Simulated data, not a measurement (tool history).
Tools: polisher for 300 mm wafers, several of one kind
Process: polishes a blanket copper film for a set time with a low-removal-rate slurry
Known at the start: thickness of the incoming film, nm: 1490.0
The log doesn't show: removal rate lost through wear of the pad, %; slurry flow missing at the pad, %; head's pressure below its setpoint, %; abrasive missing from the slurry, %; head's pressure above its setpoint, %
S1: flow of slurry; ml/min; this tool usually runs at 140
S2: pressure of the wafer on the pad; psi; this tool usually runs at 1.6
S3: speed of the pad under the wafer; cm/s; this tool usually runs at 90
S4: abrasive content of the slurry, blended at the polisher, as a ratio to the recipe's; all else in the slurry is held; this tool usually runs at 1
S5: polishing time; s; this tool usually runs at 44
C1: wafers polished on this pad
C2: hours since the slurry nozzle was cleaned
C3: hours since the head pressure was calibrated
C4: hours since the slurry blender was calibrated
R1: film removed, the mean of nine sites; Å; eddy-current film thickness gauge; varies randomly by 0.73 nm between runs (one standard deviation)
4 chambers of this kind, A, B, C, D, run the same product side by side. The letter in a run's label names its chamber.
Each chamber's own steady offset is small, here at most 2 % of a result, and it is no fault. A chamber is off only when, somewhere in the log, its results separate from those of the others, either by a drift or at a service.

{"run": "1A", "day": 0.221, "S1": 140, "S2": 1.6, "S3": 90, "S4": 1, "S5": 44, "C1": 1386, "C2": 13.2, "C3": 683.3, "C4": 168.7, "R1": 716.08}
{"day": 0.429, "done": "chamber C: worn pad replaced by a new one"}
{"run": "2D", "day": 0.546, "S1": 140, "S2": 1.6, "S3": 90, "S4": 1, "S5": 44, "C1": 1442, "C2": 749.8, "C3": 612.1, "C4": 65.4, "R1": 718.23}
{"day": 0.708, "done": "chamber D: worn pad replaced by a new one"}
{"day": 1.029, "done": "chamber A: worn pad replaced by a new one"}
{"run": "3B", "day": 1.033, "S1": 140, "S2": 1.6, "S3": 90, "S4": 1, "S5": 44, "C1": 446, "C2": 592.1, "C3": 44.5, "C4": 345, "R1": 692.03}
{"run": "4C", "day": 1.417, "S1": 140, "S2": 1.6, "S3": 90, "S4": 1, "S5": 44, "C1": 293, "C2": 76.6, "C3": 867.3, "C4": 139.4, "R1": 705.64}
{"run": "5C", "day": 1.75, "S1": 160, "S2": 1.6, "S3": 90, "S4": 0.9, "S5": 44, "C1": 392, "C2": 84.6, "C3": 875.3, "C4": 147.4, "R1": 699.51}
{"run": "6B", "day": 2.05, "S1": 160, "S2": 1.6, "S3": 90, "S4": 0.9, "S5": 44, "C1": 747, "C2": 616.5, "C3": 68.9, "C4": 369.4, "R1": 697.19}
{"day": 2.096, "done": "chamber B: slurry blender recalibrated"}
{"run": "7A", "day": 2.412, "S1": 160, "S2": 1.6, "S3": 90, "S4": 0.9, "S5": 44, "C1": 410, "C2": 65.8, "C3": 735.9, "C4": 221.3, "R1": 704.66}
{"day": 2.675, "done": "chamber C: worn pad replaced by a new one"}
{"run": "8D", "day": 2.742, "S1": 160, "S2": 1.6, "S3": 90, "S4": 0.9, "S5": 44, "C1": 604, "C2": 802.5, "C3": 664.8, "C4": 118.1, "R1": 708.91}
{"day": 2.971, "done": "chamber B: worn pad replaced by a new one"}
{"run": "9D", "day": 3.179, "S1": 115, "S2": 1.6, "S3": 90, "S4": 0.8, "S5": 44, "C1": 733, "C2": 813, "C3": 675.3, "C4": 128.6, "R1": 644.75}
{"run": "10B", "day": 3.425, "S1": 115, "S2": 1.6, "S3": 90, "S4": 0.8, "S5": 44, "C1": 135, "C2": 649.5, "C3": 101.9, "C4": 32, "R1": 621.19}
{"run": "11A", "day": 3.762, "S1": 115, "S2": 1.6, "S3": 90, "S4": 0.8, "S5": 44, "C1": 811, "C2": 98.2, "C3": 768.3, "C4": 253.7, "R1": 662.88}
{"run": "12C", "day": 4.233, "S1": 115, "S2": 1.6, "S3": 90, "S4": 0.8, "S5": 44, "C1": 462, "C2": 144.2, "C3": 934.9, "C4": 207, "R1": 651.9}
{"day": 4.258, "done": "chamber C: head pressure recalibrated"}
{"run": "13B", "day": 4.721, "S1": 140, "S2": 1.6, "S3": 90, "S4": 1, "S5": 44, "C1": 519, "C2": 680.6, "C3": 133, "C4": 63.1, "R1": 693.64}
{"day": 4.771, "done": "chamber C: worn pad replaced by a new one"}
{"day": 5.029, "done": "chamber D: worn pad replaced by a new one"}
{"run": "14C", "day": 5.138, "S1": 140, "S2": 1.6, "S3": 90, "S4": 1, "S5": 44, "C1": 108, "C2": 165.9, "C3": 21.2, "C4": 228.7, "R1": 697.91}
{"run": "15D", "day": 5.421, "S1": 140, "S2": 1.6, "S3": 90, "S4": 1, "S5": 44, "C1": 116, "C2": 866.8, "C3": 729.1, "C4": 182.4, "R1": 683.77}
{"run": "16A", "day": 5.821, "S1": 140, "S2": 1.6, "S3": 90, "S4": 1, "S5": 44, "C1": 1421, "C2": 147.6, "C3": 817.7, "C4": 303.1, "R1": 707.29}
{"day": 5.888, "done": "chamber A: worn pad replaced by a new one"}
{"run": "17C", "day": 6.146, "S1": 140, "S2": 1.6, "S3": 90, "S4": 1, "S5": 44, "C1": 407, "C2": 190.1, "C3": 45.4, "C4": 252.9, "R1": 696.43}
{"day": 6.604, "done": "chamber C: worn pad replaced by a new one"}
{"run": "18D", "day": 6.604, "S1": 140, "S2": 1.6, "S3": 90, "S4": 1, "S5": 44, "C1": 467, "C2": 895.2, "C3": 757.5, "C4": 210.8, "R1": 680.56}
{"day": 6.85, "done": "chamber B: worn pad replaced by a new one"}
{"run": "19A", "day": 6.867, "S1": 140, "S2": 1.6, "S3": 90, "S4": 1, "S5": 44, "C1": 291, "C2": 172.7, "C3": 842.8, "C4": 328.2, "R1": 702.87}
{"day": 7.033, "done": "chamber A: slurry blender recalibrated"}
{"run": "20B", "day": 7.088, "S1": 140, "S2": 1.6, "S3": 90, "S4": 1, "S5": 44, "C1": 71, "C2": 737.4, "C3": 189.8, "C4": 119.9, "R1": 696.46}
{"day": 7.138, "done": "chamber D: head pressure recalibrated"}
{"run": "21D", "day": 7.388, "S1": 140, "S2": 1.6, "S3": 90, "S4": 1, "S5": 44, "C1": 699, "C2": 914, "C3": 6, "C4": 229.6, "R1": 676.47}
{"run": "22C", "day": 7.829, "S1": 140, "S2": 1.6, "S3": 90, "S4": 1, "S5": 44, "C1": 363, "C2": 230.5, "C3": 85.8, "C4": 293.3, "R1": 706.51}
{"run": "23B", "day": 8.212, "S1": 140, "S2": 1.6, "S3": 90, "S4": 1, "S5": 44, "C1": 404, "C2": 764.4, "C3": 216.8, "C4": 146.9, "R1": 683.89}
{"run": "24A", "day": 8.483, "S1": 140, "S2": 1.6, "S3": 90, "S4": 1, "S5": 44, "C1": 770, "C2": 211.5, "C3": 881.6, "C4": 34.9, "R1": 707.53}

What goes on in this fleet: one chamber off, a drifting gauge, or nothing beyond the chambers' own small offsets? Name the chamber and the cause, if any.

One chamber, D, drifts off from the rest bit by bit.
Likeliest cause: abrasive missing from the slurry, % = 30.9.
The log might look much the same if the cause were instead: slurry flow missing at the pad, %.

Below are 4 candidate recipes for chamber D's next run, each the usual settings with a change, their results shown as question marks. Which of them brings D's results back in line with what the other chambers give on the usual settings?
A result is in line if it is within this distance of the other chambers' mean on the usual settings: R1 25 Å
{"run": "25D-1", "day": 8.833, "S1": 140, "S2": 1.6, "S3": 84, "S4": 1, "S5": 44, "R1": "?"}
{"run": "25D-2", "day": 8.833, "S1": 140, "S2": 1.5, "S3": 86, "S4": 1, "S5": 43, "R1": "?"}
{"run": "25D-3", "day": 8.833, "S1": 140, "S2": 1.7, "S3": 90, "S4": 1, "S5": 44, "R1": "?"}
{"run": "25D-4", "day": 8.833, "S1": 140, "S2": 1.7, "S3": 94, "S4": 1, "S5": 45, "R1": "?"}

What the other chambers average on the usual settings: R1 703.23 Å
run=25D-1 R1=614.7
run=25D-2 R1=577.16
run=25D-3 R1=700.13
run=25D-4 R1=748.35
25D-3 brings the chamber back in line.
